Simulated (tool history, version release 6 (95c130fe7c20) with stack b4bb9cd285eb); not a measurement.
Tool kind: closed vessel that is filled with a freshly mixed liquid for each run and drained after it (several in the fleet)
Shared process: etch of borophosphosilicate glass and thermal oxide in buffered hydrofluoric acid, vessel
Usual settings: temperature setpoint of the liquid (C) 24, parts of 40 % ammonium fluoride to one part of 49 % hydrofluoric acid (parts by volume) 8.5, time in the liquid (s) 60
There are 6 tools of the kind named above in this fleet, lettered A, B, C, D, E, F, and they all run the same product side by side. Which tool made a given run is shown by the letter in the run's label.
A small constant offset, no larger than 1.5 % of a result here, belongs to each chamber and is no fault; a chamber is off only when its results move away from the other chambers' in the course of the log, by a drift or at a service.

run   hour  temperature setpoint of the liquid (C)  parts of 40 % ammonium fluoride to one part of 49 % hydrofluoric acid (parts by volume)  time in the liquid (s)  hours since the thermometer was replaced  hours since the hydrofluoric acid flow meter was replaced  read-back film thickness of the borophosphosilicate glass reference wafer, read on the same gauge (nm)  read-back film thickness of the thermal oxide reference wafer, read on the same gauge (nm)  thickness taken off the borophosphosilicate glass on a monitor wafer (angstrom)  thickness taken off the thermal oxide on a monitor wafer (angstrom)
 1E   12.5                                      24                                                                                      8.5                      60                                     780.2                                                      439.3                                                                                                  80.022                                                                                      99.991                                                                           1583.6                                                               771.83
 2B   21.6                                      24                                                                                      8.5                      60                                     763.3                                                       55.4                                                                                                  80.013                                                                                      99.963                                                                           1605.3                                                               793.02
 3C   29.8                                      24                                                                                      8.5                      60                                     463.1                                                       80.6                                                                                                  79.988                                                                                      99.962                                                                           1595.9                                                               798.43
 4F   36.9                                      24                                                                                      8.5                      60                                     382.8                                                      481.4                                                                                                  79.999                                                                                      99.985                                                                             1595                                                               789.08
 5D   48.2                                      24                                                                                      8.5                      60                                     372.5                                                      306.8                                                                                                  79.988                                                                                      99.997                                                                           1586.8                                                               789.92
 6A   54.1                                      24                                                                                      8.5                      60                                       589                                                         76                                                                                                  79.988                                                                                      99.986                                                                           1569.6                                                               785.42
 7E     60                                      24                                                                                      8.5                      60                                     827.7                                                      486.8                                                                                                  80.027                                                                                      100.02                                                                           1571.1                                                               785.35
 8A   71.7                                    19.5                                                                                      8.5                      45                                     606.6                                                       93.6                                                                                                   80.01                                                                                      100.02                                                                           932.64                                                               457.22
 9F     81                                    19.5                                                                                      8.5                      45                                     426.9                                                      525.5                                                                                                  80.008                                                                                         100                                                                           949.93                                                               461.42
10D   91.7                                    19.5                                                                                      8.5                      45                                       416                                                      350.3                                                                                                  80.018                                                                                      100.02                                                                           918.57                                                               465.83
11C  104.5                                    19.5                                                                                      8.5                      45                                     537.8                                                      155.3                                                                                                  79.975                                                                                      99.984                                                                           920.54                                                               463.01
     108.2  -- chamber F: hydrofluoric acid flow meter replaced
12B  114.8                                    19.5                                                                                      8.5                      45                                     856.5                                                      148.6                                                                                                  80.008                                                                                      99.963                                                                           909.11                                                               460.49
13F  125.9                                    19.5                                                                                      8.5                      45                                     471.8                                                       17.8                                                                                                   80.01                                                                                      99.987                                                                           951.85                                                               467.32
14B  132.5                                      24                                                                                      8.5                      60                                     874.2                                                      166.3                                                                                                  79.986                                                                                      99.989                                                                           1581.3                                                               796.14
15C  138.6                                      24                                                                                      8.5                      60                                     571.9                                                      189.4                                                                                                   79.98                                                                                      99.983                                                                           1587.9                                                               802.35
     143.6  -- chamber E: thermometer replaced
16A  147.4                                      24                                                                                      8.5                      60                                     682.3                                                      169.3                                                                                                  79.998                                                                                      99.998                                                                           1587.2                                                               779.02
17E  159.3                                      24                                                                                      8.5                      60                                      15.7                                                      586.1                                                                                                  80.013                                                                                      99.993                                                                           1600.9                                                               772.99
18D  170.2                                      24                                                                                      8.5                      60                                     494.5                                                      428.8                                                                                                   80.03                                                                                      99.995                                                                           1568.7                                                               786.15
19B  180.6                                      24                                                                                      8.5                      60                                     922.3                                                      214.4                                                                                                  80.016                                                                                      99.947                                                                             1581                                                               796.17
20E  189.3                                      24                                                                                      8.5                      60                                      45.7                                                      616.1                                                                                                  80.027                                                                                      99.971                                                                           1562.1                                                               777.16
21C  197.8                                      24                                                                                      8.5                      60                                     631.1                                                      248.6                                                                                                  80.006                                                                                      100.01                                                                           1581.5                                                               794.63
22A  206.7                                      24                                                                                      8.5                      60                                     741.6                                                      228.6                                                                                                  79.977                                                                                         100                                                                           1592.4                                                               782.69
23F    218                                      24                                                                                      8.5                      60                                     563.9                                                      109.9                                                                                                  79.993                                                                                      100.04                                                                           1568.2                                                               791.37
     221.3  -- chamber B: thermometer replaced
24D  230.6                                      24                                                                                      8.5                      60                                     554.9                                                      489.2                                                                                                  79.964                                                                                      100.02                                                                           1585.2                                                               788.68
     239.6  -- chamber C: thermometer replaced
25F  239.9                                      24                                                                                      8.5                      60                                     585.8                                                      131.8                                                                                                   80.01                                                                                      99.991                                                                             1625                                                               786.49
26A  246.4                                      24                                                                                      8.5                      60                                     781.3                                                      268.3                                                                                                  80.022                                                                                      100.05                                                                           1564.2                                                               782.19
27C  255.4                                      24                                                                                      8.5                      60                                      15.9                                                      306.2                                                                                                  80.024                                                                                      99.997                                                                           1586.4                                                               794.49
28D  267.5                                      24                                                                                      8.5                      60                                     591.8                                                      526.1                                                                                                  79.994                                                                                      99.983                                                                           1565.6                                                                790.1
29B  276.3                                      24                                                                                      8.5                      60                                      55.1                                                      310.1                                                                                                  80.018                                                                                      100.04                                                                           1575.6                                                               791.04
30E  288.6                                      24                                                                                      8.5                      60                                       145                                                      715.4                                                                                                  80.001                                                                                      100.01                                                                           1606.6                                                               786.21
31B  295.3                                      24                                                                                      8.5                      60                                      74.1                                                      329.1                                                                                                   79.98                                                                                       99.98                                                                           1585.2                                                               787.53
32D  304.3                                      19                                                                                      8.5                      30                                     628.6                                                      562.9                                                                                                  79.988                                                                                      99.959                                                                           594.51                                                               297.41
33F  316.8                                      19                                                                                      8.5                      30                                     662.7                                                      208.7                                                                                                  79.986                                                                                       99.96                                                                           608.59                                                               298.88
34E  326.3                                      19                                                                                      8.5                      30                                     182.7                                                      753.1                                                                                                  79.986                                                                                      100.01                                                                           595.42                                                               294.54
35C  339.1                                      19                                                                                      8.5                      30                                      99.6                                                      389.9                                                                                                  79.996                                                                                      100.01                                                                           601.82                                                               303.64
36A  351.8                                      19                                                                                      8.5                      30                                     886.7                                                      373.7                                                                                                  79.995                                                                                      100.04                                                                            592.4                                                               295.85
37E  362.5                                      19                                                                                      8.5                      30                                     218.9                                                      789.3                                                                                                  79.997                                                                                         100                                                                           608.37                                                               296.64

Each of the 6 chambers runs these same settings next. Fill in every chamber's results:
38A   372                                      24                                                                                      6.5                      60                                                                                                                                                                                                                                                                                                                                                                                         ?                                                                    ?
38B   372                                      24                                                                                      6.5                      60                                                                                                                                                                                                                                                                                                                                                                                         ?                                                                    ?
38C   372                                      24                                                                                      6.5                      60                                                                                                                                                                                                                                                                                                                                                                                         ?                                                                    ?
38D   372                                      24                                                                                      6.5                      60                                                                                                                                                                                                                                                                                                                                                                                         ?                                                                    ?
38E   372                                      24                                                                                      6.5                      60                                                                                                                                                                                                                                                                                                                                                                                         ?                                                                    ?
38F   372                                      24                                                                                      6.5                      60                                                                                                                                                                                                                                                                                                                                                                                         ?                                                                    ?

run  thickness taken off the borophosphosilicate glass on a monitor wafer (angstrom)  thickness taken off the thermal oxide on a monitor wafer (angstrom)
38A                                                                           2072.5                                                               1036.7
38B                                                                           2089.7                                                               1036.7
38C                                                                           2097.8                                                               1048.5
38D                                                                           2066.3                                                               1036.1
38E                                                                           2090.1                                                               1018.1
38F                                                                           2104.9                                                               1028.4
